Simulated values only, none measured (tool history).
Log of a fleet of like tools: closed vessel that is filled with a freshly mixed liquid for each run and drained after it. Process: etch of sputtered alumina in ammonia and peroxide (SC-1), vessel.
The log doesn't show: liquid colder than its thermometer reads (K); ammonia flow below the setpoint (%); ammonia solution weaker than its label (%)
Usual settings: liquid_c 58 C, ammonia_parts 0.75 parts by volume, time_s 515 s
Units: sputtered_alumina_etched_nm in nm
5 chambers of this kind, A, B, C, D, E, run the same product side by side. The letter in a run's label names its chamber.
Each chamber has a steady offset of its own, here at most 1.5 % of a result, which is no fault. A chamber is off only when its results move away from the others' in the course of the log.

run	hour	liquid_c	ammonia_parts	time_s	hours since the thermometer was replaced	hours since the ammonia flow meter was replaced	hours since the drum of ammonia solution was connected	read-back film thickness of the sputtered alumina reference wafer, read on the same gauge (nm)	sputtered_alumina_etched_nm
1B	8.5	58	0.75	515	1165.5	180.0	346.3	150.00	39.394
2D	15.0	58	0.75	515	783.7	910.3	261.7	150.01	39.699
3A	23.2	58	0.75	515	62.1	134.3	434.6	149.97	39.739
4E	29.2	58	0.75	515	1175.8	269.6	401.6	150.01	39.556
# hour 32.0: chamber B: new drum of ammonia solution connected
5C	35.2	58	0.75	515	1282.1	991.8	807.3	149.99	39.670
6C	40.8	58	0.75	515	1287.7	997.4	812.9	150.01	39.741
# hour 45.7: chamber C: new drum of ammonia solution connected
# hour 46.7: chamber E: new drum of ammonia solution connected
7D	51.3	58	0.75	515	820.0	946.6	298.0	150.00	39.237
8E	56.9	58	0.75	515	1203.5	297.3	10.2	149.98	39.664
# hour 58.4: chamber A: new drum of ammonia solution connected
9A	65.7	58	0.75	515	104.6	176.8	7.4	149.99	40.020
10B	73.4	58	0.75	515	1230.4	244.9	41.4	150.00	40.651
# hour 76.9: chamber D: thermometer replaced
11A	83.3	58	0.75	515	122.2	194.4	25.0	149.99	40.158
12C	91.8	58	0.75	515	1338.7	1048.4	46.2	149.98	39.598
# hour 94.2: chamber B: thermometer replaced
# hour 95.4: chamber E: thermometer replaced
13D	103.9	58	0.75	515	27.1	999.2	350.6	150.00	39.593
14B	114.8	58	0.75	515	20.7	286.3	82.8	150.01	39.412
15E	122.9	58	0.75	515	27.5	363.3	76.2	149.98	39.903
16C	135.2	58	0.75	515	1382.1	1091.8	89.6	150.02	39.192
17B	143.9	58	0.75	515	49.8	315.4	111.9	150.00	39.733
18A	151.3	58	0.75	515	190.2	262.4	93.0	149.99	39.375
19D	162.0	58	0.75	515	85.2	1057.3	408.7	149.99	39.342
20E	169.5	58	0.75	515	74.1	409.9	122.8	150.01	39.875
21C	181.5	58	0.75	515	1428.4	1138.1	135.9	150.01	38.449
22A	187.4	58	0.75	760	226.3	298.5	129.1	150.01	59.020
23B	196.9	58	0.75	760	102.8	368.4	164.9	149.98	59.201
24E	204.6	58	0.75	760	109.2	445.0	157.9	150.00	58.269
25D	214.7	58	0.75	760	137.9	1110.0	461.4	150.01	58.411
# hour 216.7: chamber C: ammonia flow meter replaced
26C	223.7	58	0.75	760	1470.6	7.0	178.1	150.01	56.273
27E	234.9	58	0.45	810	139.5	475.3	188.2	149.99	59.190
28D	241.4	58	0.45	810	164.6	1136.7	488.1	150.01	59.522
29B	251.5	58	0.45	810	157.4	423.0	219.5	150.01	60.336
# hour 257.0: chamber E: ammonia flow meter replaced
30A	261.7	58	0.45	810	300.6	372.8	203.4	149.99	59.776
31B	271.9	58	0.45	810	177.8	443.4	239.9	149.99	59.147
32C	280.9	58	0.75	515	1527.8	64.2	235.3	149.98	37.733
33E	286.7	58	0.75	515	191.3	29.7	240.0	149.99	39.837

All 5 chambers run these settings next. Forecast each chamber's results:
34A	295.9	58	0.75	515					?
34B	295.9	58	0.75	515					?
34C	295.9	58	0.75	515					?
34D	295.9	58	0.75	515					?
34E	295.9	58	0.75	515					?

run	sputtered_alumina_etched_nm
34A	39.535
34B	39.818
34C	37.479
34D	39.184
34E	39.926
